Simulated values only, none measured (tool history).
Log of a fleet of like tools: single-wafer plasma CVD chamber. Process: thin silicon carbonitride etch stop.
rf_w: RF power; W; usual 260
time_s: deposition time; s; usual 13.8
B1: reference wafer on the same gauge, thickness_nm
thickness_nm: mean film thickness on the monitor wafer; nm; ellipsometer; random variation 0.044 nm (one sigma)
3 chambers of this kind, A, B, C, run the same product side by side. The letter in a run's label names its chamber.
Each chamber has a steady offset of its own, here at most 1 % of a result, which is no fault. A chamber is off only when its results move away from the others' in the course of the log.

{"run": "1A", "hour": 12.5, "rf_w": 260, "time_s": 13.8, "B1": 8.7424, "thickness_nm": 8.4388}
{"run": "2C", "hour": 19.9, "rf_w": 260, "time_s": 13.8, "B1": 8.7338, "thickness_nm": 8.6211}
{"run": "3B", "hour": 26.0, "rf_w": 260, "time_s": 13.8, "B1": 8.736, "thickness_nm": 8.5365}
{"run": "4A", "hour": 32.1, "rf_w": 260, "time_s": 13.8, "B1": 8.7402, "thickness_nm": 8.5096}
{"run": "5B", "hour": 43.8, "rf_w": 260, "time_s": 13.8, "B1": 8.7335, "thickness_nm": 8.4394}
{"run": "6C", "hour": 56.0, "rf_w": 220, "time_s": 13.8, "B1": 8.7275, "thickness_nm": 8.1357}
{"run": "7C", "hour": 64.0, "rf_w": 220, "time_s": 13.8, "B1": 8.7427, "thickness_nm": 8.1388}
{"run": "8A", "hour": 76.5, "rf_w": 220, "time_s": 13.8, "B1": 8.7393, "thickness_nm": 8.0091}
{"run": "9B", "hour": 87.0, "rf_w": 260, "time_s": 13.8, "B1": 8.7376, "thickness_nm": 8.5386}
{"run": "10B", "hour": 98.1, "rf_w": 240, "time_s": 11.4, "B1": 8.7336, "thickness_nm": 6.8528}
{"run": "11C", "hour": 108.3, "rf_w": 240, "time_s": 11.4, "B1": 8.7498, "thickness_nm": 6.9476}
{"run": "12A", "hour": 119.3, "rf_w": 240, "time_s": 11.4, "B1": 8.7378, "thickness_nm": 6.8897}
{"run": "13A", "hour": 130.4, "rf_w": 260, "time_s": 13.8, "B1": 8.7314, "thickness_nm": 8.5636}
{"run": "14B", "hour": 142.3, "rf_w": 260, "time_s": 13.8, "B1": 8.7306, "thickness_nm": 8.494}
{"run": "15C", "hour": 148.3, "rf_w": 260, "time_s": 13.8, "B1": 8.7341, "thickness_nm": 8.5021}
{"run": "16C", "hour": 157.6, "rf_w": 260, "time_s": 13.8, "B1": 8.7402, "thickness_nm": 8.6272}
{"run": "17B", "hour": 168.8, "rf_w": 260, "time_s": 13.8, "B1": 8.7369, "thickness_nm": 8.4814}
{"run": "18A", "hour": 175.3, "rf_w": 285, "time_s": 13.8, "B1": 8.7456, "thickness_nm": 8.721}
{"run": "19B", "hour": 181.6, "rf_w": 285, "time_s": 13.8, "B1": 8.7403, "thickness_nm": 8.7308}
{"run": "20C", "hour": 187.6, "rf_w": 285, "time_s": 13.8, "B1": 8.7416, "thickness_nm": 8.6946}

Next, every chamber runs the same settings. What will each give?
{"run": "21A", "hour": 197.2, "rf_w": 235, "time_s": 13.8, "thickness_nm": "?"}
{"run": "21B", "hour": 197.2, "rf_w": 235, "time_s": 13.8, "thickness_nm": "?"}
{"run": "21C", "hour": 197.2, "rf_w": 235, "time_s": 13.8, "thickness_nm": "?"}

run=21A thickness_nm=8.2623
run=21B thickness_nm=8.2238
run=21C thickness_nm=8.3088
